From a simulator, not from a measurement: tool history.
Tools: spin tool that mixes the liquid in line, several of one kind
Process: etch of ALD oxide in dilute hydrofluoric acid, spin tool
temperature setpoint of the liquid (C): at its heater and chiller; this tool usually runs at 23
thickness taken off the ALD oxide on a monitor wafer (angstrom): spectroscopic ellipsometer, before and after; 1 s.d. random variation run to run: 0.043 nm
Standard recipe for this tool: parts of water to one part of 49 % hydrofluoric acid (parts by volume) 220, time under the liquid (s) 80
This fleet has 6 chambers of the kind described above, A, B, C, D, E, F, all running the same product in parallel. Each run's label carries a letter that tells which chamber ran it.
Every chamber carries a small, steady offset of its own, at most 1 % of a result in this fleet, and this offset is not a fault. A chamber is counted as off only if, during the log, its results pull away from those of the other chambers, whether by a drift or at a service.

| run | day | temperature setpoint of the liquid (C) | parts of water to one part of 49 % hydrofluoric acid (parts by volume) | time under the liquid (s) | read-back film thickness of the ALD oxide reference wafer, read on the same gauge (nm) | thickness taken off the ALD oxide on a monitor wafer (angstrom) |
|---|---|---|---|---|---|---|
| 1C | 0.246 | 23 | 220 | 80 | 150.00 | 53.521 |
| 2D | 0.629 | 23 | 220 | 80 | 150.00 | 52.908 |
|  | 0.825 | chamber C: hydrofluoric acid flow meter replaced |
| 3A | 1.088 | 23 | 220 | 80 | 149.99 | 52.739 |
| 4E | 1.642 | 23 | 220 | 80 | 150.01 | 52.475 |
| 5B | 2.079 | 23 | 220 | 80 | 150.01 | 53.459 |
| 6F | 2.571 | 23 | 220 | 80 | 149.98 | 52.269 |
| 7F | 3.071 | 23 | 220 | 80 | 150.00 | 52.675 |
| 8B | 3.329 | 23 | 220 | 80 | 150.02 | 52.659 |
|  | 3.654 | chamber F: hydrofluoric acid flow meter replaced |
| 9A | 3.746 | 23 | 220 | 80 | 149.99 | 53.137 |
|  | 4.042 | chamber F: thermometer replaced |
| 10D | 4.083 | 23 | 220 | 80 | 149.98 | 53.233 |
| 11E | 4.608 | 23 | 220 | 80 | 150.00 | 52.126 |
| 12C | 5.033 | 23 | 220 | 80 | 150.00 | 53.063 |
| 13A | 5.321 | 23 | 220 | 80 | 149.99 | 52.402 |
| 14C | 5.638 | 23 | 220 | 80 | 149.99 | 52.694 |
| 15B | 6.088 | 23 | 220 | 80 | 150.00 | 52.957 |
| 16F | 6.479 | 23 | 220 | 125 | 150.00 | 82.463 |
|  | 6.496 | chamber E: hydrofluoric acid flow meter replaced |
| 17D | 7.000 | 23 | 220 | 125 | 150.00 | 83.426 |
|  | 7.221 | chamber A: thermometer replaced |
| 18E | 7.279 | 23 | 220 | 125 | 150.00 | 82.724 |
|  | 7.358 | chamber D: hydrofluoric acid flow meter replaced |
| 19B | 7.746 | 23 | 220 | 125 | 149.98 | 83.202 |
| 20E | 8.308 | 23 | 220 | 125 | 149.97 | 82.244 |
|  | 8.412 | chamber B: hydrofluoric acid flow meter replaced |
| 21C | 8.596 | 23 | 220 | 125 | 149.98 | 82.190 |
|  | 8.879 | chamber C: thermometer replaced |
| 22A | 9.154 | 23 | 220 | 80 | 150.01 | 53.467 |
| 23D | 9.496 | 23 | 220 | 80 | 150.02 | 53.224 |
| 24F | 9.979 | 23 | 220 | 80 | 149.99 | 52.487 |
| 25E | 10.492 | 23 | 220 | 80 | 149.99 | 52.139 |
| 26B | 10.883 | 23 | 220 | 80 | 150.00 | 52.638 |
| 27F | 11.229 | 23 | 220 | 80 | 149.99 | 52.679 |
| 28C | 11.654 | 23 | 220 | 80 | 149.98 | 53.131 |
| 29A | 11.971 | 23 | 180 | 80 | 149.98 | 68.821 |
| 30D | 12.500 | 23 | 180 | 80 | 149.99 | 68.444 |
|  | 12.762 | chamber D: thermometer replaced |
| 31C | 13.012 | 23 | 180 | 80 | 149.99 | 67.427 |
| 32D | 13.508 | 23 | 180 | 80 | 150.00 | 67.605 |
| 33B | 13.992 | 23 | 180 | 80 | 149.99 | 67.750 |
| 34E | 14.508 | 23 | 180 | 80 | 150.01 | 67.496 |
| 35F | 14.804 | 23 | 220 | 80 | 150.00 | 52.694 |
| 36A | 15.204 | 23 | 220 | 80 | 149.99 | 52.742 |

Each of the 6 chambers runs these same settings next. Fill in every chamber's results:
| 37A | 15.608 | 23 | 220 | 40 |  | ? |
| 37B | 15.608 | 23 | 220 | 40 |  | ? |
| 37C | 15.608 | 23 | 220 | 40 |  | ? |
| 37D | 15.608 | 23 | 220 | 40 |  | ? |
| 37E | 15.608 | 23 | 220 | 40 |  | ? |
| 37F | 15.608 | 23 | 220 | 40 |  | ? |

| run | thickness taken off the ALD oxide on a monitor wafer (angstrom) |
|---|---|
| 37A | 26.231 |
| 37B | 26.711 |
| 37C | 26.626 |
| 37D | 26.376 |
| 37E | 25.785 |
| 37F | 26.353 |
